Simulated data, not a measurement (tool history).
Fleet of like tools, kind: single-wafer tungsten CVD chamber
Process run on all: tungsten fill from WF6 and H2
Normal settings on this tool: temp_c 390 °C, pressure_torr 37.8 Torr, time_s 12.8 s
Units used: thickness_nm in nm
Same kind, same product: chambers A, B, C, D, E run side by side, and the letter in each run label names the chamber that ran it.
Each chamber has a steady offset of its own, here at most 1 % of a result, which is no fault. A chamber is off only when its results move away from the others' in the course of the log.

| run | hour | temp_c | pressure_torr | time_s | read-back reference wafer on the same gauge, thickness_nm | thickness_nm |
|---|---|---|---|---|---|---|
| 1D | 4.1 | 390 | 37.8 | 12.8 | 32.023 | 34.518 |
| 2B | 10.5 | 390 | 37.8 | 12.8 | 32.014 | 34.313 |
| 3E | 14.1 | 390 | 37.8 | 12.8 | 32.019 | 33.939 |
| 4A | 20.4 | 390 | 37.8 | 12.8 | 32.024 | 34.417 |
| 5C | 24.8 | 390 | 37.8 | 13.6 | 32.030 | 36.661 |
| 6A | 28.0 | 390 | 37.8 | 13.6 | 32.035 | 36.416 |
| 7C | 31.3 | 390 | 37.8 | 13.6 | 32.032 | 36.653 |
| 8D | 36.1 | 390 | 37.8 | 13.6 | 32.048 | 36.798 |
| 9B | 39.1 | 390 | 37.8 | 13.6 | 32.056 | 36.557 |
| 10E | 42.0 | 401 | 33.0 | 12.8 | 32.058 | 39.033 |
| 11C | 45.1 | 401 | 33.0 | 12.8 | 32.053 | 39.806 |
| 12E | 51.4 | 401 | 33.0 | 12.8 | 32.077 | 38.885 |
| 13D | 54.8 | 401 | 33.0 | 12.8 | 32.067 | 39.717 |
| 14A | 58.7 | 401 | 33.0 | 12.8 | 32.076 | 39.640 |
| 15B | 61.5 | 390 | 45.4 | 14.0 | 32.075 | 40.860 |
| 16D | 65.1 | 390 | 45.4 | 14.0 | 32.091 | 41.213 |
| 17B | 69.3 | 390 | 45.4 | 14.0 | 32.084 | 40.852 |
| 18A | 73.0 | 390 | 45.4 | 14.0 | 32.090 | 40.916 |
| 19E | 76.0 | 390 | 45.4 | 14.0 | 32.101 | 40.563 |
| 20C | 79.3 | 390 | 37.8 | 12.8 | 32.099 | 34.505 |
| 21C | 84.7 | 390 | 37.8 | 12.8 | 32.115 | 34.619 |
| 22E | 88.5 | 395 | 37.8 | 12.8 | 32.119 | 37.354 |
| 23A | 94.2 | 395 | 37.8 | 12.8 | 32.128 | 37.944 |
| 24B | 97.4 | 395 | 37.8 | 12.8 | 32.121 | 37.920 |
| 25D | 101.8 | 395 | 37.8 | 12.8 | 32.128 | 38.152 |
| 26C | 106.7 | 395 | 37.8 | 12.8 | 32.141 | 38.025 |
| 27D | 110.6 | 390 | 37.8 | 12.8 | 32.139 | 34.652 |
| 28B | 115.9 | 390 | 37.8 | 12.8 | 32.157 | 34.410 |
| 29A | 120.6 | 390 | 37.8 | 12.8 | 32.154 | 34.450 |
| 30E | 124.6 | 390 | 37.8 | 12.8 | 32.171 | 34.049 |
| 31B | 130.6 | 390 | 37.8 | 12.8 | 32.161 | 34.495 |
| 32A | 134.3 | 390 | 37.8 | 12.8 | 32.188 | 34.431 |

For the next run the whole fleet of 5 chambers uses the same settings. Give each chamber's results:
| 33A | 139.0 | 400 | 37.8 | 12.8 |  | ? |
| 33B | 139.0 | 400 | 37.8 | 12.8 |  | ? |
| 33C | 139.0 | 400 | 37.8 | 12.8 |  | ? |
| 33D | 139.0 | 400 | 37.8 | 12.8 |  | ? |
| 33E | 139.0 | 400 | 37.8 | 12.8 |  | ? |

| run | thickness_nm |
|---|---|
| 33A | 41.669 |
| 33B | 41.728 |
| 33C | 41.726 |
| 33D | 41.945 |
| 33E | 40.881 |
